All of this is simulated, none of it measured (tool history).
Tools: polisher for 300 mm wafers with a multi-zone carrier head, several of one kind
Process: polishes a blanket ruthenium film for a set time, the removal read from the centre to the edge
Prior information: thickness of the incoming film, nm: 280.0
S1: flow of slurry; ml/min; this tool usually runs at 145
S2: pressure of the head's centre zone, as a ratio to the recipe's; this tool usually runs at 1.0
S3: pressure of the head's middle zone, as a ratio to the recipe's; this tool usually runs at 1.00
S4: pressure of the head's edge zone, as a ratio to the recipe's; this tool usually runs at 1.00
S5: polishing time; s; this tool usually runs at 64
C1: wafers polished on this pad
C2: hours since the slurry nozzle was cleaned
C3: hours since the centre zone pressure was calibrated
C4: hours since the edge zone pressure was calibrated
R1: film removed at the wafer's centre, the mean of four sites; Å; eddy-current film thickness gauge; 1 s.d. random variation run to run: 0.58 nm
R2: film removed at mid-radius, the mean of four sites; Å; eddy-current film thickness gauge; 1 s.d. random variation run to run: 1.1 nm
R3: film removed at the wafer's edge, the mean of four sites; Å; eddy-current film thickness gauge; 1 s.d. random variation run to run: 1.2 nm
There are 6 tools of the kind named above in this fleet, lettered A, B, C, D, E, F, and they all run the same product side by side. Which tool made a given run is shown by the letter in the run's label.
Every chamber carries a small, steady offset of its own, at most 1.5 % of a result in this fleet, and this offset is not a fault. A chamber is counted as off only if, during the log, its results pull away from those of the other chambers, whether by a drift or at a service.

run,hour,S1,S2,S3,S4,S5,C1,C2,C3,C4,R1,R2,R3
# hour 3.9: chamber F: worn pad replaced by a new one
# hour 6.8: chamber D: worn pad replaced by a new one
1B,8.0,145,1.0,1.00,1.00,64,189,12.6,658.7,438.9,806.92,793.11,825.28
2C,13.0,145,1.0,1.00,1.00,64,254,378.1,784.6,1141.8,810.55,780.85,831.90
# hour 18.6: chamber A: slurry nozzle cleaned
3A,19.4,145,1.0,1.00,1.00,64,585,0.8,668.7,371.8,806.65,811.67,805.37
4E,27.6,145,1.0,1.00,1.00,64,1505,323.9,230.7,207.1,823.88,827.31,808.94
# hour 31.2: chamber E: worn pad replaced by a new one
5F,34.6,145,1.0,1.00,1.00,64,447,447.3,83.3,659.9,810.90,814.08,823.61
# hour 36.0: chamber A: worn pad replaced by a new one
6D,39.3,145,1.0,1.00,1.00,64,473,108.6,469.2,209.5,804.75,813.27,817.30
7B,47.3,145,1.0,1.00,1.00,64,760,51.9,698.0,478.2,810.41,811.56,787.36
# hour 50.3: chamber C: worn pad replaced by a new one
# hour 54.4: chamber D: worn pad replaced by a new one
8C,55.0,145,1.0,1.00,1.00,64,69,420.1,826.6,1183.8,804.37,792.40,814.89
9E,59.8,145,1.0,1.00,1.00,64,416,356.1,262.9,239.3,811.30,817.97,789.68
10F,65.1,145,1.0,1.00,1.00,64,890,477.8,113.8,690.4,799.82,820.14,807.92
11D,69.3,145,1.0,1.04,1.00,64,217,138.6,499.2,239.5,812.01,841.86,817.20
# hour 69.7: chamber B: worn pad replaced by a new one
12A,76.1,145,1.0,1.04,1.00,64,584,57.5,725.4,428.5,817.32,836.56,791.45
# hour 77.5: chamber F: worn pad replaced by a new one
13D,82.2,145,1.0,1.04,1.00,64,404,151.5,512.1,252.4,801.55,847.78,810.54
14B,87.3,145,1.0,1.04,1.00,64,257,91.9,738.0,518.2,799.93,835.04,794.40
15A,92.8,145,1.0,1.04,1.00,64,826,74.2,742.1,445.2,827.44,840.68,802.98
# hour 94.3: chamber F: slurry nozzle cleaned
16F,97.6,145,1.0,1.04,1.00,64,292,3.3,146.3,722.9,815.28,856.19,817.07
# hour 98.5: chamber A: worn pad replaced by a new one
# hour 98.9: chamber C: centre zone pressure recalibrated
# hour 99.1: chamber C: worn pad replaced by a new one
# hour 103.5: chamber D: worn pad replaced by a new one
17C,104.4,145,1.0,1.00,1.00,64,77,469.5,5.5,1233.2,791.22,786.60,794.58
18E,111.5,160,1.0,1.00,1.07,64,1168,407.8,314.6,291.0,833.51,841.44,849.40
# hour 118.7: chamber E: worn pad replaced by a new one
19E,119.9,160,1.0,1.00,1.07,64,18,416.2,323.0,299.4,832.83,826.28,843.30
20C,125.2,160,1.0,1.00,1.07,64,380,490.3,26.3,1254.0,816.60,822.81,847.99
21F,133.9,160,1.0,1.00,1.07,64,820,39.6,182.6,759.2,823.29,837.15,858.29
22B,140.4,160,1.0,1.00,1.07,64,1029,145.0,791.1,571.3,822.06,836.65,841.59
# hour 143.2: chamber B: worn pad replaced by a new one
23D,145.6,160,1.0,1.00,1.07,64,613,214.9,575.5,315.8,819.50,806.22,860.19
# hour 147.0: chamber A: worn pad replaced by a new one
24A,151.7,145,1.0,1.00,1.00,64,68,133.1,801.0,504.1,828.62,825.97,799.16
# hour 158.3: chamber D: worn pad replaced by a new one
25C,158.5,145,1.0,1.00,1.00,64,864,523.6,59.6,1287.3,801.04,800.92,808.64
# hour 161.2: chamber C: worn pad replaced by a new one
26D,166.6,145,1.0,1.00,1.00,64,122,235.9,596.5,336.8,807.96,819.07,809.02
# hour 170.9: chamber F: worn pad replaced by a new one
# hour 173.4: chamber C: slurry nozzle cleaned
27B,173.4,145,1.0,1.00,1.07,64,440,178.0,824.1,604.3,810.71,831.13,822.36
28E,179.2,145,1.0,1.00,1.07,64,881,475.5,382.3,358.7,812.00,806.25,833.51
29A,185.5,145,1.0,1.00,1.07,64,560,166.9,834.8,537.9,824.68,820.14,840.55
30F,191.2,145,1.0,1.00,1.07,64,295,96.9,239.9,816.5,808.89,810.11,843.14
31F,197.0,145,1.0,1.00,1.07,64,379,102.7,245.7,822.3,808.25,804.76,841.63
# hour 197.8: chamber A: worn pad replaced by a new one
# hour 202.5: chamber E: edge zone pressure recalibrated
32E,205.5,145,1.0,1.00,1.07,64,1263,501.8,408.6,3.1,805.17,814.75,835.81
# hour 209.8: chamber D: worn pad replaced by a new one
33C,211.9,145,1.0,1.00,1.00,64,737,38.6,113.0,1340.7,807.54,793.52,822.75
# hour 215.0: chamber E: worn pad replaced by a new one
34D,215.8,145,1.0,1.00,1.00,64,88,285.1,645.7,386.0,799.14,787.21,813.62
# hour 216.6: chamber C: worn pad replaced by a new one
35A,220.5,145,1.0,1.00,1.00,64,330,201.9,869.8,572.9,820.22,812.56,805.95
# hour 226.8: chamber B: worn pad replaced by a new one
36B,227.9,145,0.9,1.00,1.00,64,17,232.5,878.6,658.8,715.54,796.01,800.25
37F,232.7,145,0.9,1.00,1.00,64,899,138.4,281.4,858.0,719.84,812.14,821.70
38D,240.9,145,0.9,1.00,1.00,64,453,310.2,670.8,411.1,722.02,802.49,806.66
39E,247.9,145,0.9,1.00,1.00,64,479,544.2,451.0,45.5,732.77,813.66,837.89
40C,256.4,145,0.9,1.00,1.00,64,579,83.1,157.5,1385.2,713.12,788.48,818.43
# hour 258.5: chamber F: worn pad replaced by a new one
41B,260.7,145,0.9,1.00,1.00,64,494,265.3,911.4,691.6,720.91,806.99,796.16
# hour 262.1: chamber A: worn pad replaced by a new one
42A,268.6,145,1.0,1.00,1.00,64,95,250.0,917.9,621.0,832.76,835.79,817.08
43F,277.0,145,1.0,1.00,1.00,64,269,182.7,325.7,902.3,805.79,826.88,819.22

Is one chamber off against the others, does the gauge drift, or is nothing wrong? If a chamber is off, say which, and what the likeliest cause is.

Chamber A drifts away from the others.
Likeliest cause: centre zone's pressure above its setpoint, % = 3.94.

Below are 4 candidate recipes for chamber A's next run, each the usual settings with a change, their results shown as question marks. Which of them brings A's results back in line with what the other chambers give on the usual settings?
Counts as in line when no further than this from what the other chambers average on the usual settings: R1 20.00 Å; R2 39.00 Å; R3 41.00 Å
44A-1,283.4,150,1.07,1.01,0.96,64,,,,,?,?,?
44A-2,283.4,140,0.93,0.99,1.04,64,,,,,?,?,?
44A-3,283.4,150,1.03,1.01,0.98,64,,,,,?,?,?
44A-4,283.4,140,0.97,0.99,1.02,64,,,,,?,?,?

Average result of the remaining chambers running the usual settings: R1 807.51 Å; R2 807.84 Å; R3 810.82 Å
run,R1,R2,R3
44A-1,911.63,833.59,791.36
44A-2,771.27,807.79,817.76
44A-3,874.98,833.76,799.90
44A-4,807.35,807.63,809.32
Change 44A-4 lands the chamber within the allowed miss of the other chambers.

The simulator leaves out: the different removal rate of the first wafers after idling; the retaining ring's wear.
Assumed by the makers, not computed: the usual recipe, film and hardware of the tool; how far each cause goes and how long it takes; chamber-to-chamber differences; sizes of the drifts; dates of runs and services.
